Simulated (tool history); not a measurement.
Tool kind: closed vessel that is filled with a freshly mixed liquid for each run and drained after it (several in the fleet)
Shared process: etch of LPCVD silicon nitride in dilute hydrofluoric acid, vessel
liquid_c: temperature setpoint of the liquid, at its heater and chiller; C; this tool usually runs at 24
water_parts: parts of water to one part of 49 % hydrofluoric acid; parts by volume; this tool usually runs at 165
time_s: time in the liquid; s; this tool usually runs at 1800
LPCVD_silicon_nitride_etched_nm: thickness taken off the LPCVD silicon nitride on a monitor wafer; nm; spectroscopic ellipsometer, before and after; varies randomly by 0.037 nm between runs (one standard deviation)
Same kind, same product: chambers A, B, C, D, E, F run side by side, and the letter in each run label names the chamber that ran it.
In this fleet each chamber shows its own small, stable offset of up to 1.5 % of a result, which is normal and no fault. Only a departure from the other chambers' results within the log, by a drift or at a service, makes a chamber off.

run	hour	liquid_c	water_parts	time_s	read-back film thickness of the LPCVD silicon nitride reference wafer, read on the same gauge (nm)	LPCVD_silicon_nitride_etched_nm
1B	6.4	24	165	1800	100.01	5.293
2F	13.1	24	165	1800	99.982	5.3283
3E	16.6	24	165	1800	99.965	5.2127
4A	24.2	24	165	1800	100.01	5.2611
5D	28.4	24	165	1800	100.02	5.4163
6C	36.1	24	165	1800	99.999	5.3165
7A	40.2	24	165	1800	99.991	5.3137
8C	44.4	24	165	1800	99.961	5.3818
9E	49.8	24	240	1800	100.02	3.603
10B	53.5	24	240	1800	99.989	3.6409
11F	59.9	24	240	1800	100.02	3.5811
12D	65.8	24	240	1800	100.01	3.7459
# hour 70.6: chamber D: hydrofluoric acid flow meter replaced
13B	72.5	24	240	1800	100.02	3.6746
14A	80.2	24	240	1800	100	3.6624
15E	84	24	165	1800	99.997	5.2784
16C	89.5	28.5	165	945	100.02	3.7687
17F	94.2	28.5	165	945	100	3.6046
18D	99.7	28.5	165	945	100	3.681
19E	107.4	28.5	165	945	100.01	3.6544
20B	112	28.5	165	945	100.02	3.7729
21A	115.6	28.5	165	945	99.996	3.7257
22C	122.6	24	165	1800	100.01	5.4496
23D	128.8	24	165	1800	99.995	5.3991
24F	134.9	26	240	1800	100.02	3.9631
# hour 135.4: chamber B: hydrofluoric acid flow meter replaced
25E	139.8	26	240	1800	99.989	4.1169
26C	144.4	26	240	1800	100.02	4.1333
27A	149	26	240	1800	99.983	4.1884
28F	156.3	26	240	1800	100.01	3.964
29D	161.3	26	240	1800	99.987	4.1858
30B	166.3	28.5	165	1800	99.957	7.1119
31C	170.2	28.5	165	1800	100.01	7.1916
32A	174.5	28.5	165	1800	99.99	7.1599
33B	179	28.5	165	1800	99.99	7.0846
34D	182.4	28.5	165	1800	100.01	7.0722
35F	189.2	28.5	165	1800	99.964	6.631
36E	193.6	24	230	935	99.98	1.9489
37F	201.3	24	230	935	100.02	1.8485

For the next run the whole fleet of 6 chambers uses the same settings. Give each chamber's results:
38A	206.9	24	165	1800		?
38B	206.9	24	165	1800		?
38C	206.9	24	165	1800		?
38D	206.9	24	165	1800		?
38E	206.9	24	165	1800		?
38F	206.9	24	165	1800		?

run	LPCVD_silicon_nitride_etched_nm
38A	5.2773
38B	5.2919
38C	5.3594
38D	5.3475
38E	5.2159
38F	4.8896
